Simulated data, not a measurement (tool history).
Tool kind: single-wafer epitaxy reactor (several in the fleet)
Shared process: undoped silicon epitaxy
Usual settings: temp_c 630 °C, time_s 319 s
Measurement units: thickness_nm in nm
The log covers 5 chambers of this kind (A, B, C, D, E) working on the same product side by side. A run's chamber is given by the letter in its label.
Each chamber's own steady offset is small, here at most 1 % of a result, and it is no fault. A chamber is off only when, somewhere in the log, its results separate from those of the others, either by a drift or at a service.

run   hour  temp_c  time_s  hours since the last pyrometer calibration  read-back reference wafer on the same gauge, thickness_nm  thickness_nm
 1B    5.2     630     319                                       736.5                                                     34.495        34.316
 2A    8.1     630     319                                       629.8                                                     34.484        34.363
 3C   13.5     630     319                                       782.6                                                     34.499        34.085
 4E   18.8     630     319                                      3024.4                                                     34.514        33.880
 5D   23.3     630     319                                      1212.3                                                     34.528        34.378
 6B   28.7     630     319                                       760.0                                                     34.499        34.212
 7C   33.5     630     319                                       802.6                                                     34.495        34.237
 8A   37.6     644     319                                       659.3                                                     34.509        47.129
 9D   42.2     644     319                                      1231.2                                                     34.479        46.949
10E   46.4     644     319                                      3052.0                                                     34.519        46.341
11E   49.9     644     319                                      3055.5                                                     34.508        46.425
12D   54.7     644     319                                      1243.7                                                     34.476        46.832
13C   60.1     630     319                                       829.2                                                     34.511        34.479
14A   65.0     630     319                                       686.7                                                     34.502        34.562
15B   68.1     630     319                                       799.4                                                     34.480        34.151
      72.1  -- chamber D: pyrometer calibrated
16E   73.2     630     319                                      3078.8                                                     34.530        34.181
17A   76.3     630     319                                       698.0                                                     34.504        34.470
18D   80.2     630     319                                         8.1                                                     34.493        33.324
19C   83.2     630     319                                       852.3                                                     34.541        34.320
20B   88.3     643     381                                       819.6                                                     34.488        54.338
21E   92.0     643     381                                      3097.6                                                     34.523        54.413
22A   95.8     643     381                                       717.5                                                     34.520        55.213
23D  100.6     643     381                                        28.5                                                     34.546        53.051
24C  103.4     643     381                                       872.5                                                     34.502        54.675
25B  108.7     630     381                                       840.0                                                     34.511        40.615
26D  111.9     630     381                                        39.8                                                     34.522        39.458
27C  117.1     630     381                                       886.2                                                     34.508        41.008
28B  120.6     630     381                                       851.9                                                     34.492        40.860
29A  125.4     630     381                                       747.1                                                     34.499        41.089
30E  129.7     630     319                                      3135.3                                                     34.516        34.113
31B  132.5     630     319                                       863.8                                                     34.487        34.358
32C  136.0     630     319                                       905.1                                                     34.493        34.401
33A  140.2     630     319                                       761.9                                                     34.498        34.321
34D  142.7     630     319                                        70.6                                                     34.485        33.351
35E  147.2     630     319                                      3152.8                                                     34.488        33.952
36A  152.2     630     319                                       773.9                                                     34.475        34.493
37B  157.2     630     319                                       888.5                                                     34.464        34.449
38C  161.9     630     319                                       931.0                                                     34.520        34.336

Is one chamber out of step, is the gauge drifting, or do the chambers differ by no more than their own small offsets? For an off chamber, give its letter and the likeliest cause.

A service on chamber D put it out of line with the rest.
Cause: wafer temperature below the value expected at the setpoint (K) = 1.55.

Below are 4 candidate recipes for chamber D's next run, each the usual settings with a change, their results shown as question marks. Which of them brings D's results back in line with what the other chambers give on the usual settings?
In line here means within this much of the mean the other chambers give on the usual settings: thickness_nm 0.420 nm
39D-1  165.9     629     316                                                                                                                    ?
39D-2  165.9     630     322                                                                                                                    ?
39D-3  165.9     630     316                                                                                                                    ?
39D-4  165.9     631     322                                                                                                                    ?

The mean the other chambers reach with the usual settings: thickness_nm 34.275 nm
  run  thickness_nm
39D-1        32.230
39D-2        33.591
39D-3        32.965
39D-4        34.355
With 39D-4, the chamber falls back in line with the rest.
